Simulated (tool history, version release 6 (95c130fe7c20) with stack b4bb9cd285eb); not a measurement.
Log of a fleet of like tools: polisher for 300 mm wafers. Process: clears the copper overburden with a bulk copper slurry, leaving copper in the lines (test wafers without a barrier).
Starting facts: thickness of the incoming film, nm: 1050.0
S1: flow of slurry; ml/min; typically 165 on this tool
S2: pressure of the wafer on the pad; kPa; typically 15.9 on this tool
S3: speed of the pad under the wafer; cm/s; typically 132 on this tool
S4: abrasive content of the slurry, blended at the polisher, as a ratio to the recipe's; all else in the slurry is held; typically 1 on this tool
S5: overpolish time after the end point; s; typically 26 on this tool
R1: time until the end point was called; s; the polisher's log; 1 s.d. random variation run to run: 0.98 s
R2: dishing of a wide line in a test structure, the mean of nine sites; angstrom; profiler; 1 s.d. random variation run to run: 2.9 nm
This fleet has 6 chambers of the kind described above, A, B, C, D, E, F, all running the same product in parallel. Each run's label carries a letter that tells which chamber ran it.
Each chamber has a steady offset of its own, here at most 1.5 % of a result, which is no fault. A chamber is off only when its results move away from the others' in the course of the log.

run   hour   S1    S2   S3  S4  S5      R1      R2
       2.8  -- chamber A: slurry nozzle cleaned
 1E    2.8  165  15.9  132   1  26  97.522  1199.2
 2B    7.1  165  15.9  132   1  26   97.06  1114.7
 3D   10.3  165  15.9  132   1  26  96.261  1158.5
 4F   13.2  165  15.9  132   1  26  95.979  1108.7
      16.8  -- chamber F: worn pad replaced by a new one
 5C   16.9  165  15.9  132   1  26  93.678  1187.9
      17.7  -- chamber A: worn pad replaced by a new one
 6A   22.8  165  15.9  132   1  26  96.262  1146.7
      24.3  -- chamber D: head pressure recalibrated
 7B   28.3  165  15.9  132   1  26  99.037  1147.5
 8C   32.5  165  15.9  132   1  26  95.697  1146.1
 9E   37.5  165  15.9  132   1  26  98.228  1182.9
10A   43.6  165  11.7  132   1  13   131.7  613.68
        44  -- chamber B: slurry nozzle cleaned
      47.6  -- chamber E: worn pad replaced by a new one
11F   48.4  165  11.7  132   1  13  132.71  593.45
12D   54.3  165  11.7  132   1  13  132.22  585.86
13D   58.7  165  11.7  132   1  13  131.29  618.96
14A   63.7  165  11.7  132   1  13   130.7  608.63
        69  -- chamber B: worn pad replaced by a new one
15B   69.7  165  11.7  132   1  13  129.12  645.12
16C   72.5  165  15.9  132   1  26  98.823  1108.7
17F   75.2  165  15.9  132   1  26  95.512  1180.3
18E   79.8  165  15.9  132   1  26  97.329  1213.5
      84.4  -- chamber F: slurry nozzle cleaned
19D   84.4  165  15.9  132   1  26  97.168  1100.5
      89.4  -- chamber D: worn pad replaced by a new one
20A   90.2  195  15.9  132   1  26  94.558  1200.5
      93.3  -- chamber E: slurry blender recalibrated
21F     95  195  15.9  132   1  26  94.748  1170.7
22E   97.8  195  15.9  132   1  26  95.693  1207.2
23B  101.7  195  15.9  132   1  26  96.483  1219.4
24C  106.3  195  15.9  132   1  26  97.428  1137.5
25C  110.2  195  15.9  132   1  26  99.445  1161.4
     112.4  -- chamber A: head pressure recalibrated
     114.3  -- chamber F: head pressure recalibrated
26A  114.4  165  15.9  132   1  26  96.473  1180.9
27E  117.7  165  15.9  132   1  26  97.869  1179.2
28F  121.3  125  15.9  132   1  26  101.55  1067.8
     122.9  -- chamber A: slurry blender recalibrated
     125.4  -- chamber E: worn pad replaced by a new one
29B    127  125  15.9  132   1  26  102.99  1163.1
30D  129.7  125  15.9  132   1  26  100.76  1185.7
31E  134.3  125  15.9  132   1  26  100.23  1144.2
     134.7  -- chamber C: head pressure recalibrated
32B  137.9  125  15.9  132   1  26  99.604  1180.1
33F    142  125  15.9  132   1  26  101.59    1210
34D  145.5  165  15.9  132   1  26   96.43  1161.2
       149  -- chamber C: slurry blender recalibrated
35C  149.6  185  15.9  158   1  26  87.326    1186
36A  153.1  185  15.9  158   1  26  77.821  1235.8
37B    157  185  15.9  158   1  26  79.366  1281.5
38D  161.1  185  15.9  158   1  26  79.232  1300.2
39F  165.1  185  15.9  158   1  26  79.109  1323.9

Does one chamber stand apart from the rest, does the shared gauge drift, or is all well apart from small per-chamber offsets? Give the chamber and the most likely cause, where there is one.

One chamber, C, drifts off from the rest bit by bit.
What lies behind it: removal rate lost through wear of the pad, % = 11.4.
The log may not separate it from: slurry flow missing at the pad, %.

Below are 4 candidate recipes for chamber C's next run, each the usual settings with a change, their results shown as question marks. Which of them brings C's results back in line with what the other chambers give on the usual settings?
In-line tolerance around the mean of the other chambers on the usual settings: R1 3.4 s; R2 100 angstrom
40C-1  169.5  160  14.5  118   1  27   ?   ?
40C-2  169.5  165  16.5  140   1  25   ?   ?
40C-3  169.5  165  15.2  124   1  27   ?   ?
40C-4  169.5  170  17.2  146   1  25   ?   ?

The mean the other chambers reach with the usual settings: R1 96.597 s; R2 1170.9 angstrom
  run      R1      R2
40C-1  133.06  978.66
40C-2  97.787  1133.4
40C-3  120.32  1041.9
40C-4  89.621  1191.1
40C-2 is the one that brings the chamber's results back in line with the other chambers.

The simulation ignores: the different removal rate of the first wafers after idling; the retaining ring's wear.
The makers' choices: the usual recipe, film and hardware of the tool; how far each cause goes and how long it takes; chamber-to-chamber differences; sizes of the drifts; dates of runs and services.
